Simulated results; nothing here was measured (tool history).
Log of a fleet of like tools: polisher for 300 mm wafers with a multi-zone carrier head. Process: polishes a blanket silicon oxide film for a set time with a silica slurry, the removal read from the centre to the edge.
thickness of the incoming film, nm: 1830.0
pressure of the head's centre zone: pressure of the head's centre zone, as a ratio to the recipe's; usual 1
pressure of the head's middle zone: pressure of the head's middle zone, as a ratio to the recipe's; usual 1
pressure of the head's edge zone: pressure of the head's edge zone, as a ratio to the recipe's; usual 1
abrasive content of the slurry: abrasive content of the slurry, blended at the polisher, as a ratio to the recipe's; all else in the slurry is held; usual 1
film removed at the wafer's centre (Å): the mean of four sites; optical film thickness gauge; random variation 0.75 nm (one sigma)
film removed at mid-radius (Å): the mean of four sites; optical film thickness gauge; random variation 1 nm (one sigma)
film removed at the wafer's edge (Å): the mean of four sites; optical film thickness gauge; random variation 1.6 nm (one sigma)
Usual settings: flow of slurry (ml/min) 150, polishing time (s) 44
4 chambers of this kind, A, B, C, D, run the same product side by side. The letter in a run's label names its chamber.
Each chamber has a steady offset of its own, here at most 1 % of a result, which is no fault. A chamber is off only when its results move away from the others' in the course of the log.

run   hour  flow of slurry (ml/min)  pressure of the head's centre zone  pressure of the head's middle zone  pressure of the head's edge zone  abrasive content of the slurry  polishing time (s)  film removed at the wafer's centre (Å)  film removed at mid-radius (Å)  film removed at the wafer's edge (Å)
       0.7  -- chamber C: centre zone pressure recalibrated
       4.3  -- chamber B: worn pad replaced by a new one
 1B    4.3                      150                                   1                                   1                                 1                               1                  44                                  1192.8                          1171.1                                  1200
 2C    9.5                      150                                   1                                   1                                 1                               1                  44                                  1172.7                          1190.8                                1157.9
 3D   14.9                      150                                   1                                   1                                 1                               1                  44                                  1202.9                          1181.9                                1194.5
 4A   19.3                      150                                   1                                   1                                 1                               1                  44                                  1178.8                            1174                                1171.7
 5B   22.5                      150                                   1                                   1                                 1                               1                  44                                  1184.1                          1179.9                                1194.5
      26.3  -- chamber C: worn pad replaced by a new one
 6D   28.1                      150                                   1                                   1                                 1                               1                  44                                  1201.6                          1178.1                                1200.4
 7C   33.4                      150                                   1                                   1                                 1                               1                  44                                  1190.5                          1205.9                                1171.8
 8A   37.2                      150                                   1                                   1                                 1                               1                  44                                  1190.9                          1185.4                                1168.1
 9A   41.2                      150                                   1                                   1                                 1                               1                  44                                  1162.9                          1166.8                                1189.8
10D     45                      150                                   1                                   1                                 1                               1                  44                                  1196.7                            1194                                  1221
      47.7  -- chamber D: worn pad replaced by a new one
11B     49                      150                                   1                                   1                                 1                               1                  49                                  1335.8                          1328.1                                1316.6
12C   51.6                      150                                   1                                   1                                 1                               1                  49                                  1306.3                          1320.2                                1284.4
13A   54.3                      150                                   1                                   1                                 1                               1                  49                                  1322.7                          1292.6                                1312.2
14D   57.4                      150                                   1                                   1                                 1                               1                  49                                  1333.2                          1316.4                                1302.5
15C   60.4                      150                                   1                                   1                                 1                            1.15                  36                                  1024.7                          1034.3                                1035.7
16B   66.1                      150                                   1                                   1                                 1                            1.15                  36                                  1071.3                          1014.9                                1020.6
17B   70.9                      150                                   1                                   1                                 1                            1.15                  36                                  1081.5                          1015.2                                1036.9
      73.8  -- chamber A: worn pad replaced by a new one
18A   75.2                      150                                   1                                   1                                 1                            1.15                  36                                  1014.5                          1037.8                                1039.6
19C   79.2                      150                                   1                                   1                                 1                               1                  44                                  1187.5                          1202.6                                1217.2
20D   84.8                      150                                   1                                   1                                 1                               1                  44                                  1184.8                          1182.6                                1191.2
21A   87.6                      150                                   1                                   1                                 1                               1                  44                                  1175.6                          1169.9                                1154.8
22D   92.6                      150                                   1                                   1                                 1                               1                  44                                  1208.1                          1164.2                                  1181
23C   95.8                      150                                   1                                   1                                 1                               1                  44                                    1192                          1177.9                                1157.1
24B   98.6                      150                                   1                                   1                                 1                               1                  44                                  1261.2                          1160.6                                1184.1
25D  104.5                      150                                   1                                   1                                 1                               1                  44                                  1205.9                          1173.1                                1171.4

What goes on in this fleet: one chamber off, a drifting gauge, or nothing beyond the chambers' own small offsets? Name the chamber and the cause, if any.

Chamber B drifts away from the others.
Cause: centre zone's pressure above its setpoint, % = 7.6.

Here are 4 candidates for chamber B's next run, each the usual settings with a change, their results left as question marks. Which one brings its results back in line with what the others give on the usual settings?
In line means no further than this from the other chambers' mean on the usual settings: film removed at the wafer's centre (Å) 26; film removed at mid-radius (Å) 36; film removed at the wafer's edge (Å) 56
26B-1  108.7                      155                                1.07                                0.98                              0.98                               1                  44                                       ?                               ?                                     ?
26B-2  108.7                      155                                1.11                                0.97                              0.97                               1                  44                                       ?                               ?                                     ?
26B-3  108.7                      145                                 0.9                                1.03                              1.03                               1                  44                                       ?                               ?                                     ?
26B-4  108.7                      145                                0.93                                1.02                              1.02                               1                  44                                       ?                               ?                                     ?

The other chambers' mean on the usual settings: film removed at the wafer's centre (Å) 1185.1; film removed at mid-radius (Å) 1187.8; film removed at the wafer's edge (Å) 1184.7
  run  film removed at the wafer's centre (Å)  film removed at mid-radius (Å)  film removed at the wafer's edge (Å)
26B-1                                  1384.1                          1162.8                                  1179
26B-2                                  1439.2                          1151.7                                  1173
26B-3                                  1133.5                          1202.9                                  1198
26B-4                                  1174.3                          1191.9                                1192.1
26B-4 brings the chamber back in line.
